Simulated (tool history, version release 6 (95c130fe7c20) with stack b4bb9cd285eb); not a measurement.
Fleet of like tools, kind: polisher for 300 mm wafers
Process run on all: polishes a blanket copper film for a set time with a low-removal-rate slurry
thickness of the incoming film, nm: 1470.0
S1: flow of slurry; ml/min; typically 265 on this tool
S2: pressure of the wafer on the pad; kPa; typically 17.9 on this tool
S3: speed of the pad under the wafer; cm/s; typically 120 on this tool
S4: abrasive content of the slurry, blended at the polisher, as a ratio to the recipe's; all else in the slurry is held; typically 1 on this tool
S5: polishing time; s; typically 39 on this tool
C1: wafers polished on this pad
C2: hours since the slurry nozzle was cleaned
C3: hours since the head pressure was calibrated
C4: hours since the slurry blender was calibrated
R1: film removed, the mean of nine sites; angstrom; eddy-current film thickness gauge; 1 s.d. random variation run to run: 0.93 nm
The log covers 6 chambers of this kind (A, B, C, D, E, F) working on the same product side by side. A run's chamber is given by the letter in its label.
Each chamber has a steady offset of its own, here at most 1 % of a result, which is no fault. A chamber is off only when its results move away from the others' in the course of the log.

{"hour": 3.3, "done": "chamber D: worn pad replaced by a new one"}
{"run": "1F", "hour": 6.2, "S1": 265, "S2": 17.9, "S3": 120, "S4": 1, "S5": 39, "C1": 590, "C2": 122.2, "C3": 579.4, "C4": 60.4, "R1": 1313.8}
{"run": "2B", "hour": 13.3, "S1": 265, "S2": 17.9, "S3": 120, "S4": 1, "S5": 39, "C1": 882, "C2": 915.4, "C3": 901.9, "C4": 135.4, "R1": 1319.8}
{"run": "3A", "hour": 20.3, "S1": 265, "S2": 17.9, "S3": 120, "S4": 1, "S5": 39, "C1": 630, "C2": 643.9, "C3": 158.7, "C4": 109.5, "R1": 1321.7}
{"hour": 23.0, "done": "chamber F: worn pad replaced by a new one"}
{"hour": 27.8, "done": "chamber C: head pressure recalibrated"}
{"run": "4C", "hour": 30.0, "S1": 265, "S2": 17.9, "S3": 120, "S4": 1, "S5": 39, "C1": 807, "C2": 505.7, "C3": 2.2, "C4": 115.9, "R1": 1327.2}
{"hour": 35.6, "done": "chamber A: worn pad replaced by a new one"}
{"hour": 36.0, "done": "chamber B: slurry nozzle cleaned"}
{"run": "5D", "hour": 36.4, "S1": 225, "S2": 17.9, "S3": 120, "S4": 1, "S5": 34, "C1": 300, "C2": 41.4, "C3": 376.6, "C4": 37.4, "R1": 1136.4}
{"run": "6E", "hour": 43.0, "S1": 225, "S2": 17.9, "S3": 120, "S4": 1, "S5": 34, "C1": 492, "C2": 804.5, "C3": 621.7, "C4": 412.4, "R1": 1129.6}
{"run": "7A", "hour": 47.6, "S1": 225, "S2": 17.9, "S3": 120, "S4": 1, "S5": 34, "C1": 109, "C2": 671.2, "C3": 186, "C4": 136.8, "R1": 1113.7}
{"run": "8E", "hour": 52.0, "S1": 225, "S2": 17.9, "S3": 120, "S4": 1, "S5": 34, "C1": 573, "C2": 813.5, "C3": 630.7, "C4": 421.4, "R1": 1114.7}
{"hour": 57.0, "done": "chamber B: head pressure recalibrated"}
{"hour": 59.8, "done": "chamber B: worn pad replaced by a new one"}
{"run": "9D", "hour": 59.9, "S1": 225, "S2": 17.9, "S3": 120, "S4": 1, "S5": 34, "C1": 512, "C2": 64.9, "C3": 400.1, "C4": 60.9, "R1": 1138.3}
{"run": "10B", "hour": 68.5, "S1": 225, "S2": 17.9, "S3": 120, "S4": 1, "S5": 34, "C1": 79, "C2": 32.5, "C3": 11.5, "C4": 190.6, "R1": 1131.9}
{"run": "11C", "hour": 75.7, "S1": 320, "S2": 17.9, "S3": 120, "S4": 1, "S5": 39, "C1": 1221, "C2": 551.4, "C3": 47.9, "C4": 161.6, "R1": 1344.9}
{"hour": 76.7, "done": "chamber E: slurry nozzle cleaned"}
{"run": "12F", "hour": 82.6, "S1": 320, "S2": 17.9, "S3": 120, "S4": 1, "S5": 39, "C1": 539, "C2": 198.6, "C3": 655.8, "C4": 136.8, "R1": 1346.6}
{"hour": 83.3, "done": "chamber C: worn pad replaced by a new one"}
{"hour": 85.0, "done": "chamber B: slurry blender recalibrated"}
{"run": "13B", "hour": 90.3, "S1": 320, "S2": 17.9, "S3": 120, "S4": 1, "S5": 39, "C1": 276, "C2": 54.3, "C3": 33.3, "C4": 5.3, "R1": 1378.4}
{"hour": 90.8, "done": "chamber E: worn pad replaced by a new one"}
{"run": "14F", "hour": 97.5, "S1": 320, "S2": 17.9, "S3": 120, "S4": 1, "S5": 39, "C1": 674, "C2": 213.5, "C3": 670.7, "C4": 151.7, "R1": 1371.8}
{"run": "15D", "hour": 103.2, "S1": 320, "S2": 17.9, "S3": 120, "S4": 1, "S5": 39, "C1": 904, "C2": 108.2, "C3": 443.4, "C4": 104.2, "R1": 1370.5}
{"hour": 106.8, "done": "chamber E: head pressure recalibrated"}
{"hour": 108.1, "done": "chamber A: worn pad replaced by a new one"}
{"run": "16C", "hour": 109.9, "S1": 320, "S2": 17.9, "S3": 120, "S4": 1, "S5": 39, "C1": 241, "C2": 585.6, "C3": 82.1, "C4": 195.8, "R1": 1340.4}
{"hour": 110.0, "done": "chamber D: slurry blender recalibrated"}
{"run": "17E", "hour": 117.9, "S1": 265, "S2": 17.9, "S3": 120, "S4": 1, "S5": 39, "C1": 246, "C2": 41.3, "C3": 11.2, "C4": 487.3, "R1": 1328}
{"hour": 118.6, "done": "chamber A: slurry blender recalibrated"}
{"hour": 120.6, "done": "chamber F: worn pad replaced by a new one"}
{"hour": 124.5, "done": "chamber D: worn pad replaced by a new one"}
{"run": "18A", "hour": 126.2, "S1": 265, "S2": 17.9, "S3": 120, "S4": 1, "S5": 39, "C1": 164, "C2": 749.8, "C3": 264.6, "C4": 7.7, "R1": 1321.6}
{"run": "19A", "hour": 133.4, "S1": 265, "S2": 17.9, "S3": 120, "S4": 1, "S5": 39, "C1": 229, "C2": 757, "C3": 271.8, "C4": 14.9, "R1": 1317.3}
{"hour": 140.6, "done": "chamber A: head pressure recalibrated"}
{"run": "20F", "hour": 142.2, "S1": 265, "S2": 17.9, "S3": 120, "S4": 1, "S5": 39, "C1": 195, "C2": 258.2, "C3": 715.4, "C4": 196.4, "R1": 1358.2}
{"run": "21E", "hour": 149.2, "S1": 265, "S2": 17.9, "S3": 120, "S4": 1, "S5": 39, "C1": 529, "C2": 72.6, "C3": 42.5, "C4": 518.6, "R1": 1321}
{"run": "22C", "hour": 155.2, "S1": 235, "S2": 17.9, "S3": 156, "S4": 1, "S5": 39, "C1": 650, "C2": 630.9, "C3": 127.4, "C4": 241.1, "R1": 1676.9}
{"hour": 155.5, "done": "chamber E: slurry blender recalibrated"}
{"run": "23B", "hour": 160.5, "S1": 235, "S2": 17.9, "S3": 156, "S4": 1, "S5": 39, "C1": 912, "C2": 124.5, "C3": 103.5, "C4": 75.5, "R1": 1717.3}
{"hour": 168.7, "done": "chamber D: head pressure recalibrated"}
{"run": "24D", "hour": 169.9, "S1": 235, "S2": 17.9, "S3": 156, "S4": 1, "S5": 39, "C1": 411, "C2": 174.9, "C3": 1.2, "C4": 59.9, "R1": 1727.2}
{"hour": 170.1, "done": "chamber A: slurry nozzle cleaned"}
{"run": "25A", "hour": 177.2, "S1": 235, "S2": 17.9, "S3": 156, "S4": 1, "S5": 39, "C1": 626, "C2": 7.1, "C3": 36.6, "C4": 58.7, "R1": 1675.9}
{"run": "26B", "hour": 182.5, "S1": 235, "S2": 17.9, "S3": 156, "S4": 1, "S5": 39, "C1": 1111, "C2": 146.5, "C3": 125.5, "C4": 97.5, "R1": 1743.7}
{"hour": 187.5, "done": "chamber E: worn pad replaced by a new one"}
{"run": "27E", "hour": 191.6, "S1": 235, "S2": 17.9, "S3": 156, "S4": 1, "S5": 39, "C1": 37, "C2": 115, "C3": 84.9, "C4": 36.2, "R1": 1706.3}
{"hour": 191.8, "done": "chamber A: worn pad replaced by a new one"}
{"run": "28D", "hour": 195.9, "S1": 265, "S2": 17.9, "S3": 120, "S4": 1, "S5": 39, "C1": 646, "C2": 200.9, "C3": 27.2, "C4": 85.9, "R1": 1335.7}
{"hour": 201.4, "done": "chamber F: slurry nozzle cleaned"}
{"run": "29C", "hour": 202.1, "S1": 265, "S2": 17.9, "S3": 120, "S4": 1, "S5": 39, "C1": 1075, "C2": 677.8, "C3": 174.3, "C4": 288, "R1": 1307.3}
{"run": "30F", "hour": 209.7, "S1": 265, "S2": 17.9, "S3": 120, "S4": 1, "S5": 39, "C1": 806, "C2": 8.3, "C3": 782.9, "C4": 263.9, "R1": 1414.8}
{"hour": 213.7, "done": "chamber C: slurry blender recalibrated"}
{"hour": 214.1, "done": "chamber B: worn pad replaced by a new one"}
{"run": "31E", "hour": 214.2, "S1": 320, "S2": 17.9, "S3": 120, "S4": 1, "S5": 50, "C1": 242, "C2": 137.6, "C3": 107.5, "C4": 58.8, "R1": 1701.8}
{"run": "32C", "hour": 220.5, "S1": 320, "S2": 17.9, "S3": 120, "S4": 1, "S5": 50, "C1": 1241, "C2": 696.2, "C3": 192.7, "C4": 6.8, "R1": 1723.3}
{"hour": 221.7, "done": "chamber D: slurry blender recalibrated"}
{"hour": 224.3, "done": "chamber F: worn pad replaced by a new one"}
{"run": "33A", "hour": 226.9, "S1": 320, "S2": 17.9, "S3": 120, "S4": 1, "S5": 50, "C1": 317, "C2": 56.8, "C3": 86.3, "C4": 108.4, "R1": 1711.2}
{"run": "34F", "hour": 233.8, "S1": 320, "S2": 17.9, "S3": 120, "S4": 1, "S5": 50, "C1": 86, "C2": 32.4, "C3": 807, "C4": 288, "R1": 1817.4}
{"run": "35D", "hour": 241.9, "S1": 320, "S2": 17.9, "S3": 120, "S4": 1, "S5": 50, "C1": 1062, "C2": 246.9, "C3": 73.2, "C4": 20.2, "R1": 1720.6}
{"run": "36B", "hour": 248.1, "S1": 320, "S2": 17.9, "S3": 120, "S4": 1, "S5": 50, "C1": 308, "C2": 212.1, "C3": 191.1, "C4": 163.1, "R1": 1757.3}

Next, all 6 chambers run the settings below, one line each with question marks for the results. What does each chamber give?
{"run": "37A", "hour": 255.2, "S1": 265, "S2": 17.9, "S3": 120, "S4": 0.75, "S5": 39, "R1": "?"}
{"run": "37B", "hour": 255.2, "S1": 265, "S2": 17.9, "S3": 120, "S4": 0.75, "S5": 39, "R1": "?"}
{"run": "37C", "hour": 255.2, "S1": 265, "S2": 17.9, "S3": 120, "S4": 0.75, "S5": 39, "R1": "?"}
{"run": "37D", "hour": 255.2, "S1": 265, "S2": 17.9, "S3": 120, "S4": 0.75, "S5": 39, "R1": "?"}
{"run": "37E", "hour": 255.2, "S1": 265, "S2": 17.9, "S3": 120, "S4": 0.75, "S5": 39, "R1": "?"}
{"run": "37F", "hour": 255.2, "S1": 265, "S2": 17.9, "S3": 120, "S4": 0.75, "S5": 39, "R1": "?"}

run=37A R1=1247.5
run=37B R1=1280.6
run=37C R1=1244.4
run=37D R1=1257.9
run=37E R1=1234
run=37F R1=1311.4
